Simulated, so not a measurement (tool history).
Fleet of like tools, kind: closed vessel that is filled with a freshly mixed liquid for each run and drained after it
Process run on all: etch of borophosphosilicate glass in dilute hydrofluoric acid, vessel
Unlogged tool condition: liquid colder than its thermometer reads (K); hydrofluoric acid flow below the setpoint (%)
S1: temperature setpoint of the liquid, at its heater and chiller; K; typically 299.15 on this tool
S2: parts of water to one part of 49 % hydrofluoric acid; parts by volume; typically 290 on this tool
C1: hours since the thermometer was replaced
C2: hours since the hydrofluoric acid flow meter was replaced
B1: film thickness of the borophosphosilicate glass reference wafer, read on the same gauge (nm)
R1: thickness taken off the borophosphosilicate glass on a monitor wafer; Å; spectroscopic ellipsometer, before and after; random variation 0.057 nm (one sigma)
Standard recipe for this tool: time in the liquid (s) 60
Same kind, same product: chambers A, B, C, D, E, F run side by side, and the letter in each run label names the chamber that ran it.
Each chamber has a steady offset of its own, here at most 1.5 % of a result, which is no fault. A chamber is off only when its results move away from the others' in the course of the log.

run 1C hour=3.8 | S1=299.15 S2=290 time_in_the_liquid_(s)=60 | C1=704.7 C2=1483.9 | B1=29.980 | R1=85.716
run 2E hour=10.6 | S1=299.15 S2=290 time_in_the_liquid_(s)=60 | C1=1024.4 C2=727.6 | B1=29.971 | R1=82.904
run 3F hour=15.1 | S1=299.15 S2=290 time_in_the_liquid_(s)=60 | C1=1144.7 C2=887.2 | B1=30.003 | R1=85.668
run 4D hour=18.5 | S1=299.15 S2=290 time_in_the_liquid_(s)=60 | C1=569.6 C2=1891.1 | B1=29.982 | R1=86.748
run 5A hour=24.2 | S1=301.15 S2=290 time_in_the_liquid_(s)=60 | C1=1068.7 C2=1502.5 | B1=29.950 | R1=91.248
run 6B hour=30.6 | S1=301.15 S2=290 time_in_the_liquid_(s)=60 | C1=729.1 C2=298.8 | B1=30.065 | R1=90.246
run 7F hour=36.6 | S1=301.15 S2=290 time_in_the_liquid_(s)=60 | C1=1166.2 C2=908.7 | B1=29.983 | R1=91.381
run 8D hour=40.1 | S1=301.15 S2=290 time_in_the_liquid_(s)=60 | C1=591.2 C2=1912.7 | B1=29.986 | R1=91.216
run 9E hour=45.8 | S1=301.15 S2=290 time_in_the_liquid_(s)=60 | C1=1059.6 C2=762.8 | B1=30.025 | R1=89.296
run 10A hour=52.8 | S1=301.15 S2=290 time_in_the_liquid_(s)=60 | C1=1097.3 C2=1531.1 | B1=30.038 | R1=90.460
-- hour=57.1 chamber A: hydrofluoric acid flow meter replaced
run 11C hour=59.1 | S1=299.15 S2=290 time_in_the_liquid_(s)=60 | C1=760.0 C2=1539.2 | B1=30.040 | R1=85.251
run 12B hour=63.2 | S1=299.15 S2=290 time_in_the_liquid_(s)=60 | C1=761.7 C2=331.4 | B1=30.054 | R1=83.936
run 13B hour=68.0 | S1=299.15 S2=290 time_in_the_liquid_(s)=60 | C1=766.5 C2=336.2 | B1=29.958 | R1=83.561
run 14E hour=74.0 | S1=299.15 S2=290 time_in_the_liquid_(s)=60 | C1=1087.8 C2=791.0 | B1=29.961 | R1=84.489
run 15C hour=77.7 | S1=299.15 S2=290 time_in_the_liquid_(s)=60 | C1=778.6 C2=1557.8 | B1=29.993 | R1=85.434
run 16F hour=81.9 | S1=299.15 S2=290 time_in_the_liquid_(s)=60 | C1=1211.5 C2=954.0 | B1=29.981 | R1=86.122
run 17A hour=87.5 | S1=299.15 S2=290 time_in_the_liquid_(s)=60 | C1=1132.0 C2=30.5 | B1=29.998 | R1=84.990
-- hour=91.7 chamber A: thermometer replaced
run 18D hour=92.1 | S1=299.15 S2=290 time_in_the_liquid_(s)=60 | C1=643.2 C2=1964.7 | B1=29.990 | R1=86.081
run 19B hour=96.1 | S1=299.15 S2=290 time_in_the_liquid_(s)=60 | C1=794.6 C2=364.3 | B1=30.001 | R1=84.113
run 20A hour=102.1 | S1=299.15 S2=290 time_in_the_liquid_(s)=60 | C1=10.4 C2=45.1 | B1=30.020 | R1=85.433
run 21F hour=106.2 | S1=299.15 S2=290 time_in_the_liquid_(s)=60 | C1=1235.8 C2=978.3 | B1=30.008 | R1=85.649
run 22E hour=111.4 | S1=295.15 S2=165 time_in_the_liquid_(s)=60 | C1=1125.2 C2=828.4 | B1=30.017 | R1=142.310
run 23C hour=114.8 | S1=295.15 S2=165 time_in_the_liquid_(s)=60 | C1=815.7 C2=1594.9 | B1=30.034 | R1=148.960
run 24D hour=121.0 | S1=295.15 S2=165 time_in_the_liquid_(s)=60 | C1=672.1 C2=1993.6 | B1=30.008 | R1=149.020
run 25C hour=124.3 | S1=295.15 S2=165 time_in_the_liquid_(s)=60 | C1=825.2 C2=1604.4 | B1=29.949 | R1=145.440
run 26D hour=128.2 | S1=295.15 S2=165 time_in_the_liquid_(s)=60 | C1=679.3 C2=2000.8 | B1=29.995 | R1=149.050
run 27F hour=132.3 | S1=295.15 S2=165 time_in_the_liquid_(s)=60 | C1=1261.9 C2=1004.4 | B1=30.005 | R1=148.670
run 28B hour=138.4 | S1=299.15 S2=290 time_in_the_liquid_(s)=60 | C1=836.9 C2=406.6 | B1=29.999 | R1=84.015
run 29E hour=142.1 | S1=299.15 S2=290 time_in_the_liquid_(s)=60 | C1=1155.9 C2=859.1 | B1=30.069 | R1=80.950
-- hour=142.5 chamber B: thermometer replaced
run 30A hour=145.4 | S1=299.15 S2=290 time_in_the_liquid_(s)=60 | C1=53.7 C2=88.4 | B1=30.012 | R1=85.082
-- hour=149.1 chamber E: thermometer replaced
run 31E hour=149.4 | S1=299.15 S2=290 time_in_the_liquid_(s)=60 | C1=0.4 C2=866.4 | B1=30.012 | R1=81.147
run 32D hour=155.0 | S1=299.15 S2=290 time_in_the_liquid_(s)=60 | C1=706.1 C2=2027.6 | B1=30.032 | R1=85.184
run 33F hour=160.6 | S1=299.15 S2=290 time_in_the_liquid_(s)=60 | C1=1290.2 C2=1032.7 | B1=29.980 | R1=85.902
run 34C hour=165.1 | S1=299.15 S2=290 time_in_the_liquid_(s)=60 | C1=866.0 C2=1645.2 | B1=30.012 | R1=86.150
run 35B hour=170.5 | S1=299.15 S2=290 time_in_the_liquid_(s)=60 | C1=28.1 C2=438.7 | B1=30.023 | R1=84.177
run 36A hour=175.2 | S1=299.15 S2=290 time_in_the_liquid_(s)=60 | C1=83.5 C2=118.2 | B1=29.968 | R1=84.100
run 37F hour=180.8 | S1=299.15 S2=290 time_in_the_liquid_(s)=60 | C1=1310.4 C2=1052.9 | B1=29.997 | R1=84.328
run 38E hour=187.2 | S1=299.15 S2=290 time_in_the_liquid_(s)=60 | C1=38.2 C2=904.2 | B1=29.960 | R1=78.814
run 39C hour=192.9 | S1=299.15 S2=290 time_in_the_liquid_(s)=60 | C1=893.8 C2=1673.0 | B1=30.011 | R1=85.530
-- hour=196.0 chamber C: hydrofluoric acid flow meter replaced
run 40B hour=197.8 | S1=299.15 S2=290 time_in_the_liquid_(s)=60 | C1=55.4 C2=466.0 | B1=29.983 | R1=83.450
run 41D hour=201.6 | S1=299.15 S2=290 time_in_the_liquid_(s)=60 | C1=752.7 C2=2074.2 | B1=29.997 | R1=86.173
run 42A hour=205.4 | S1=299.15 S2=290 time_in_the_liquid_(s)=60 | C1=113.7 C2=148.4 | B1=29.984 | R1=84.849
run 43E hour=210.9 | S1=299.15 S2=290 time_in_the_liquid_(s)=60 | C1=61.9 C2=927.9 | B1=29.976 | R1=77.463
run 44C hour=214.0 | S1=299.15 S2=290 time_in_the_liquid_(s)=60 | C1=914.9 C2=18.1 | B1=30.031 | R1=86.261

Predict what each chamber gives when all 6 of them run the settings below next.
run 45A hour=219.0 | S1=299.15 S2=290 time_in_the_liquid_(s)=60 | R1=?
run 45B hour=219.0 | S1=299.15 S2=290 time_in_the_liquid_(s)=60 | R1=?
run 45C hour=219.0 | S1=299.15 S2=290 time_in_the_liquid_(s)=60 | R1=?
run 45D hour=219.0 | S1=299.15 S2=290 time_in_the_liquid_(s)=60 | R1=?
run 45E hour=219.0 | S1=299.15 S2=290 time_in_the_liquid_(s)=60 | R1=?
run 45F hour=219.0 | S1=299.15 S2=290 time_in_the_liquid_(s)=60 | R1=?

run=45A R1=84.157
run=45B R1=83.194
run=45C R1=85.786
run=45D R1=85.743
run=45E R1=77.337
run=45F R1=86.326
